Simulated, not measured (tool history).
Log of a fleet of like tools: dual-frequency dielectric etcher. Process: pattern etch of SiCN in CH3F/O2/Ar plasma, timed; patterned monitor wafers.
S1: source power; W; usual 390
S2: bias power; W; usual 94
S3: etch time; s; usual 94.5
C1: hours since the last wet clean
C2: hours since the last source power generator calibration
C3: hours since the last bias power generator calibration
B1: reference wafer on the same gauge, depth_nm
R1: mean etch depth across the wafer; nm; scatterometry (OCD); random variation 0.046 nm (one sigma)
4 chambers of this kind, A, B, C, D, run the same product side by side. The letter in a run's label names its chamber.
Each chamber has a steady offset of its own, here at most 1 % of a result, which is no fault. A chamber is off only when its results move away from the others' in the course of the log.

{"run": "1D", "hour": 5.1, "S1": 390, "S2": 94, "S3": 94.5, "C1": 58.2, "C2": 954.2, "C3": 2034.7, "B1": 31.601, "R1": 38.935}
{"run": "2C", "hour": 11.9, "S1": 390, "S2": 94, "S3": 94.5, "C1": 103.1, "C2": 3231.2, "C3": 2119.7, "B1": 31.617, "R1": 38.795}
{"run": "3B", "hour": 18.9, "S1": 390, "S2": 94, "S3": 94.5, "C1": 251.8, "C2": 186.2, "C3": 1974.3, "B1": 31.621, "R1": 39.047}
{"run": "4A", "hour": 24.9, "S1": 390, "S2": 94, "S3": 94.5, "C1": 199.7, "C2": 1210.0, "C3": 1260.7, "B1": 31.622, "R1": 38.853}
{"run": "5C", "hour": 32.1, "S1": 450, "S2": 94, "S3": 85.0, "C1": 123.3, "C2": 3251.4, "C3": 2139.9, "B1": 31.619, "R1": 36.81}
{"run": "6D", "hour": 37.9, "S1": 450, "S2": 94, "S3": 85.0, "C1": 91.0, "C2": 987.0, "C3": 2067.5, "B1": 31.629, "R1": 36.959}
{"run": "7A", "hour": 41.7, "S1": 450, "S2": 94, "S3": 85.0, "C1": 216.5, "C2": 1226.8, "C3": 1277.5, "B1": 31.642, "R1": 36.827}
{"run": "8B", "hour": 45.1, "S1": 450, "S2": 94, "S3": 85.0, "C1": 278.0, "C2": 212.4, "C3": 2000.5, "B1": 31.641, "R1": 36.964}
{"run": "9D", "hour": 48.7, "S1": 390, "S2": 94, "S3": 94.5, "C1": 101.8, "C2": 997.8, "C3": 2078.3, "B1": 31.628, "R1": 38.972}
{"run": "10C", "hour": 54.8, "S1": 390, "S2": 94, "S3": 94.5, "C1": 146.0, "C2": 3274.1, "C3": 2162.6, "B1": 31.647, "R1": 38.844}
{"run": "11B", "hour": 62.5, "S1": 390, "S2": 94, "S3": 94.5, "C1": 295.4, "C2": 229.8, "C3": 2017.9, "B1": 31.649, "R1": 39.019}
{"run": "12A", "hour": 68.1, "S1": 390, "S2": 94, "S3": 94.5, "C1": 242.9, "C2": 1253.2, "C3": 1303.9, "B1": 31.653, "R1": 38.834}
{"run": "13D", "hour": 73.1, "S1": 390, "S2": 94, "S3": 94.5, "C1": 126.2, "C2": 1022.2, "C3": 2102.7, "B1": 31.661, "R1": 39.047}
{"run": "14B", "hour": 80.9, "S1": 390, "S2": 94, "S3": 94.5, "C1": 313.8, "C2": 248.2, "C3": 2036.3, "B1": 31.659, "R1": 39.078}
{"run": "15C", "hour": 86.0, "S1": 390, "S2": 94, "S3": 94.5, "C1": 177.2, "C2": 3305.3, "C3": 2193.8, "B1": 31.665, "R1": 38.824}
{"run": "16A", "hour": 92.3, "S1": 390, "S2": 94, "S3": 94.5, "C1": 267.1, "C2": 1277.4, "C3": 1328.1, "B1": 31.667, "R1": 38.907}
{"run": "17C", "hour": 98.1, "S1": 390, "S2": 94, "S3": 94.5, "C1": 189.3, "C2": 3317.4, "C3": 2205.9, "B1": 31.685, "R1": 38.826}
{"run": "18D", "hour": 103.0, "S1": 390, "S2": 81, "S3": 94.5, "C1": 156.1, "C2": 1052.1, "C3": 2132.6, "B1": 31.672, "R1": 36.968}
{"run": "19B", "hour": 106.9, "S1": 390, "S2": 81, "S3": 94.5, "C1": 339.8, "C2": 274.2, "C3": 2062.3, "B1": 31.684, "R1": 37.0}
{"run": "20A", "hour": 114.2, "S1": 390, "S2": 81, "S3": 94.5, "C1": 289.0, "C2": 1299.3, "C3": 1350.0, "B1": 31.696, "R1": 36.797}
{"run": "21C", "hour": 121.8, "S1": 390, "S2": 81, "S3": 94.5, "C1": 213.0, "C2": 3341.1, "C3": 2229.6, "B1": 31.702, "R1": 36.76}
{"run": "22D", "hour": 125.8, "S1": 390, "S2": 94, "S3": 94.5, "C1": 178.9, "C2": 1074.9, "C3": 2155.4, "B1": 31.7, "R1": 39.063}
{"hour": 129.5, "done": "chamber B: wet clean of the chamber"}
{"run": "23B", "hour": 132.4, "S1": 390, "S2": 94, "S3": 94.5, "C1": 3.0, "C2": 299.7, "C3": 2087.8, "B1": 31.705, "R1": 39.043}
{"run": "24A", "hour": 139.9, "S1": 390, "S2": 94, "S3": 94.5, "C1": 314.7, "C2": 1325.0, "C3": 1375.7, "B1": 31.715, "R1": 39.021}
{"run": "25C", "hour": 143.3, "S1": 390, "S2": 94, "S3": 94.5, "C1": 234.5, "C2": 3362.6, "C3": 2251.1, "B1": 31.713, "R1": 38.926}
{"run": "26D", "hour": 146.8, "S1": 390, "S2": 94, "S3": 94.5, "C1": 199.9, "C2": 1095.9, "C3": 2176.4, "B1": 31.717, "R1": 39.128}
{"run": "27A", "hour": 154.3, "S1": 390, "S2": 94, "S3": 94.5, "C1": 329.1, "C2": 1339.4, "C3": 1390.1, "B1": 31.718, "R1": 38.978}
{"run": "28B", "hour": 158.0, "S1": 390, "S2": 94, "S3": 94.5, "C1": 28.6, "C2": 325.3, "C3": 2113.4, "B1": 31.72, "R1": 39.149}
{"run": "29D", "hour": 162.3, "S1": 390, "S2": 106, "S3": 94.5, "C1": 215.4, "C2": 1111.4, "C3": 2191.9, "B1": 31.731, "R1": 40.954}
{"run": "30C", "hour": 169.1, "S1": 390, "S2": 106, "S3": 94.5, "C1": 260.3, "C2": 3388.4, "C3": 2276.9, "B1": 31.733, "R1": 40.712}
{"run": "31A", "hour": 175.6, "S1": 390, "S2": 106, "S3": 94.5, "C1": 350.4, "C2": 1360.7, "C3": 1411.4, "B1": 31.733, "R1": 40.83}
{"run": "32B", "hour": 179.8, "S1": 390, "S2": 106, "S3": 94.5, "C1": 50.4, "C2": 347.1, "C3": 2135.2, "B1": 31.752, "R1": 40.919}
{"run": "33C", "hour": 187.6, "S1": 310, "S2": 94, "S3": 82.5, "C1": 278.8, "C2": 3406.9, "C3": 2295.4, "B1": 31.746, "R1": 31.259}
{"run": "34A", "hour": 192.9, "S1": 310, "S2": 94, "S3": 82.5, "C1": 367.7, "C2": 1378.0, "C3": 1428.7, "B1": 31.751, "R1": 31.374}

What goes on in this fleet: one chamber off, a drifting gauge, or nothing beyond the chambers' own small offsets? Name the chamber and the cause, if any.

The gauge drifts, so all chambers seem to drift together. No chamber is off.
Cause: gauge reads high (%) = 0.493.
